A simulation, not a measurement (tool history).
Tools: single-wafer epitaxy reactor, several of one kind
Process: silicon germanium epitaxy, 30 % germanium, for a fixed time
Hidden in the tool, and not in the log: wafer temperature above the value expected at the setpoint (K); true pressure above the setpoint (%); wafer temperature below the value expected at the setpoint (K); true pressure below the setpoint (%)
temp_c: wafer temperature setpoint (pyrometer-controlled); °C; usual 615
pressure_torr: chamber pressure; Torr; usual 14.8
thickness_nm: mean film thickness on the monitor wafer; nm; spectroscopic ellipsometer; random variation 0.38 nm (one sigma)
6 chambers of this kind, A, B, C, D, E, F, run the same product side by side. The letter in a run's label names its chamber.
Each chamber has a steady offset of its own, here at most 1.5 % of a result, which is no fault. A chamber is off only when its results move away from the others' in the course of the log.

run	hour	temp_c	pressure_torr	hours since the last pyrometer calibration	hours since the last manometer calibration	read-back reference wafer on the same gauge, thickness_nm	thickness_nm
1C	4.7	615	14.8	663.8	1252.4	81.138	67.4
2B	8.3	615	14.8	1408	753.1	81.053	69.47
3D	13.8	615	14.8	610.3	629.1	80.98	68.584
4A	18.4	615	14.8	2129.4	1506	81.024	67.685
5F	21.6	615	14.8	556.2	1234.1	81.176	68.217
6E	27.8	615	14.8	2567.5	1176.5	81.072	68.547
7C	34.3	615	14.8	693.4	1282	81.218	68.705
# hour 35.6: chamber E: capacitance manometer re-zeroed and calibrated
8D	38.5	615	14.8	635	653.8	81.038	68.61
9E	44	615	14.8	2583.7	8.5	81.126	67.948
10B	48	604	16.9	1447.7	792.8	81.224	59.863
11A	53.2	604	16.9	2164.2	1540.8	81.079	59.341
12F	60	604	16.9	594.6	1272.5	81.049	59.084
13E	66.9	604	16.9	2606.6	31.4	81.048	58.501
14F	71.2	604	16.9	605.8	1283.7	81.029	59.539
15C	74.4	604	16.9	733.5	1322.1	81.167	58.817
16A	81.4	615	14.8	2192.4	1569	81.027	68.626
17B	88.7	615	14.8	1488.4	833.5	81.04	68.75
18D	95.9	615	14.8	692.4	711.2	81.164	68.732
19A	101	615	14.8	2212	1588.6	81.171	68.037
20F	104.4	615	14.8	639	1316.9	81.154	68.185
# hour 109.8: chamber E: pyrometer calibrated
21B	109.9	615	14.8	1509.6	854.7	81.215	68.819
22C	116.5	615	17.1	775.6	1364.2	81.121	72.66
23E	121.5	615	17.1	11.7	86	81.109	76.941
24D	128.4	615	17.1	724.9	743.7	81.288	72.611
25C	133.2	615	17.1	792.3	1380.9	81.029	71.674
26E	138.4	615	17.1	28.6	102.9	81.16	76.572
27A	145.2	615	17.1	2256.2	1632.8	81.056	71.724
28B	151.9	615	12	1551.6	896.7	81.034	63.117
29D	155.2	615	12	751.7	770.5	81.154	62.799
30F	159.6	615	12	694.2	1372.1	81.183	63.095
31A	164.1	615	12	2275.1	1651.7	81.137	62.908
32D	167.7	615	12	764.2	783	81.076	62.856
33F	174.6	615	12	709.2	1387.1	80.972	62.961
34C	178.4	615	14.8	837.5	1426.1	81.125	68.448
35B	185.2	629	14.8	1584.9	930	80.94	87.917
36E	191.7	629	14.8	81.9	156.2	81.111	91.544

All 6 chambers run these settings next. Forecast each chamber's results:
37A	197	615	14.8				?
37B	197	615	14.8				?
37C	197	615	14.8				?
37D	197	615	14.8				?
37E	197	615	14.8				?
37F	197	615	14.8				?

run	thickness_nm
37A	68.947
37B	68.507
37C	68.281
37D	67.583
37E	72.388
37F	68.364

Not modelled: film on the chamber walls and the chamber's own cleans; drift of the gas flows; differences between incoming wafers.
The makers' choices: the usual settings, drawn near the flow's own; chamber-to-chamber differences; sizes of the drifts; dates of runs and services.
